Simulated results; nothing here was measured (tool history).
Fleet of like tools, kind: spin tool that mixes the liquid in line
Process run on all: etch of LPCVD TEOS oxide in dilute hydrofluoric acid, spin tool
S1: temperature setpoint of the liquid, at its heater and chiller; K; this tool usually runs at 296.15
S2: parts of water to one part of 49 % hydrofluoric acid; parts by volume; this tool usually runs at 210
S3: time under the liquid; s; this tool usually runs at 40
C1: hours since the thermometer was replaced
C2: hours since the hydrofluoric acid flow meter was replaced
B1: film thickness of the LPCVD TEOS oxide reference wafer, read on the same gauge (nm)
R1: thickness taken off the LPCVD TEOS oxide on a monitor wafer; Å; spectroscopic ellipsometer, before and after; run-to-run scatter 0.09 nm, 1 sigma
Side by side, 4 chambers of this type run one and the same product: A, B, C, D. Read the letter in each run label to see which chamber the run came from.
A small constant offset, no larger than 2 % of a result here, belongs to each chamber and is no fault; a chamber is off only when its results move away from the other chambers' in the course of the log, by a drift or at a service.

Run 1B, hour 5.4: usual settings; C1 1370.3; C2 932.6; B1 79.976. Result: R1 90.136 Å.
Run 2D, hour 14.5: usual settings; C1 993.9; C2 503.1; B1 80.044. Result: R1 90.264 Å.
Run 3C, hour 21.5: usual settings; C1 197.2; C2 513.8; B1 79.994. Result: R1 90.479 Å.
Run 4A, hour 27.2: usual settings; C1 448.8; C2 465.6; B1 80.031. Result: R1 89.37 Å.
Run 5C, hour 32.3: usual settings; C1 208; C2 524.6; B1 80.011. Result: R1 90.46 Å.
Run 6B, hour 39.9: usual settings but S1 299.65 K, S2 120 parts by volume; C1 1404.8; C2 967.1; B1 80.045. Result: R1 198.18 Å.
Run 7D, hour 47.8: usual settings but S1 299.65 K, S2 120 parts by volume; C1 1027.2; C2 536.4; B1 80.01. Result: R1 200.49 Å.
Run 8A, hour 52.7: usual settings but S1 299.65 K, S2 120 parts by volume; C1 474.3; C2 491.1; B1 80.008. Result: R1 195.17 Å.
Run 9C, hour 60.1: usual settings but S1 299.65 K, S2 120 parts by volume; C1 235.8; C2 552.4; B1 80.032. Result: R1 202.75 Å.
Run 10D, hour 67.3: usual settings; C1 1046.7; C2 555.9; B1 80.03. Result: R1 90.653 Å.
Run 11A, hour 74.1: usual settings; C1 495.7; C2 512.5; B1 80.01. Result: R1 88.686 Å.
At hour 74.4: chamber B: hydrofluoric acid flow meter replaced.
Run 12B, hour 83.2: usual settings; C1 1448.1; C2 8.8; B1 80.002. Result: R1 89.49 Å.
Run 13B, hour 91.2: usual settings; C1 1456.1; C2 16.8; B1 80.02. Result: R1 91.133 Å.
Run 14C, hour 97.4: usual settings; C1 273.1; C2 589.7; B1 79.933. Result: R1 90.98 Å.
Run 15D, hour 103.7: usual settings; C1 1083.1; C2 592.3; B1 80.003. Result: R1 90.862 Å.
Run 16A, hour 111.8: usual settings; C1 533.4; C2 550.2; B1 80.042. Result: R1 88.233 Å.
Run 17A, hour 117: usual settings; C1 538.6; C2 555.4; B1 80.042. Result: R1 89.756 Å.
Run 18C, hour 122.2: usual settings; C1 297.9; C2 614.5; B1 79.977. Result: R1 92.861 Å.
Run 19D, hour 130.6: usual settings but S1 294.15 K; C1 1110; C2 619.2; B1 79.997. Result: R1 84.042 Å.
Run 20B, hour 137.2: usual settings but S1 294.15 K; C1 1502.1; C2 62.8; B1 80.011. Result: R1 83.843 Å.
Run 21B, hour 143.8: usual settings but S1 294.15 K; C1 1508.7; C2 69.4; B1 79.963. Result: R1 85.221 Å.
Run 22C, hour 150.7: usual settings but S1 294.15 K; C1 326.4; C2 643; B1 80.034. Result: R1 82.727 Å.
Run 23A, hour 158.1: usual settings but S2 135 parts by volume; C1 579.7; C2 596.5; B1 79.979. Result: R1 148.06 Å.
At hour 163.4: chamber A: thermometer replaced.
Run 24D, hour 165.1: usual settings but S2 135 parts by volume; C1 1144.5; C2 653.7; B1 79.978. Result: R1 160.61 Å.
Run 25C, hour 172.1: usual settings but S2 135 parts by volume; C1 347.8; C2 664.4; B1 80.013. Result: R1 150.79 Å.
Run 26B, hour 178.2: usual settings but S2 135 parts by volume; C1 1543.1; C2 103.8; B1 79.966. Result: R1 152.93 Å.
Run 27A, hour 186.8: usual settings but S3 30 s; C1 23.4; C2 625.2; B1 79.972. Result: R1 66.839 Å.
Run 28D, hour 191.7: usual settings but S3 30 s; C1 1171.1; C2 680.3; B1 79.998. Result: R1 72.285 Å.
Run 29A, hour 197.9: usual settings but S3 30 s; C1 34.5; C2 636.3; B1 80.038. Result: R1 66.72 Å.
Run 30C, hour 203.3: usual settings but S3 30 s; C1 379; C2 695.6; B1 80.027. Result: R1 67.628 Å.
Run 31B, hour 209.2: usual settings; C1 1574.1; C2 134.8; B1 79.977. Result: R1 88.761 Å.
Run 32D, hour 217.7: usual settings; C1 1197.1; C2 706.3; B1 80.017. Result: R1 98.41 Å.
Run 33A, hour 221.7: usual settings; C1 58.3; C2 660.1; B1 79.948. Result: R1 89.496 Å.
Run 34C, hour 228.3: usual settings but S1 299.65 K; C1 404; C2 720.6; B1 80.006. Result: R1 102.77 Å.
Run 35D, hour 237.3: usual settings but S1 299.65 K; C1 1216.7; C2 725.9; B1 79.951. Result: R1 112.28 Å.
Run 36B, hour 243.5: usual settings but S1 299.65 K; C1 1608.4; C2 169.1; B1 80.002. Result: R1 101.4 Å.
Run 37D, hour 248.1: usual settings but S1 299.65 K; C1 1227.5; C2 736.7; B1 80.03. Result: R1 113.73 Å.

Next, all 4 chambers run the settings below, one line each with question marks for the results. What does each chamber give?
Run 38A, hour 254.6: usual settings. Result: R1 ?.
Run 38B, hour 254.6: usual settings. Result: R1 ?.
Run 38C, hour 254.6: usual settings. Result: R1 ?.
Run 38D, hour 254.6: usual settings. Result: R1 ?.

run      R1
38A  89.146
38B  89.449
38C  90.801
38D  101.75

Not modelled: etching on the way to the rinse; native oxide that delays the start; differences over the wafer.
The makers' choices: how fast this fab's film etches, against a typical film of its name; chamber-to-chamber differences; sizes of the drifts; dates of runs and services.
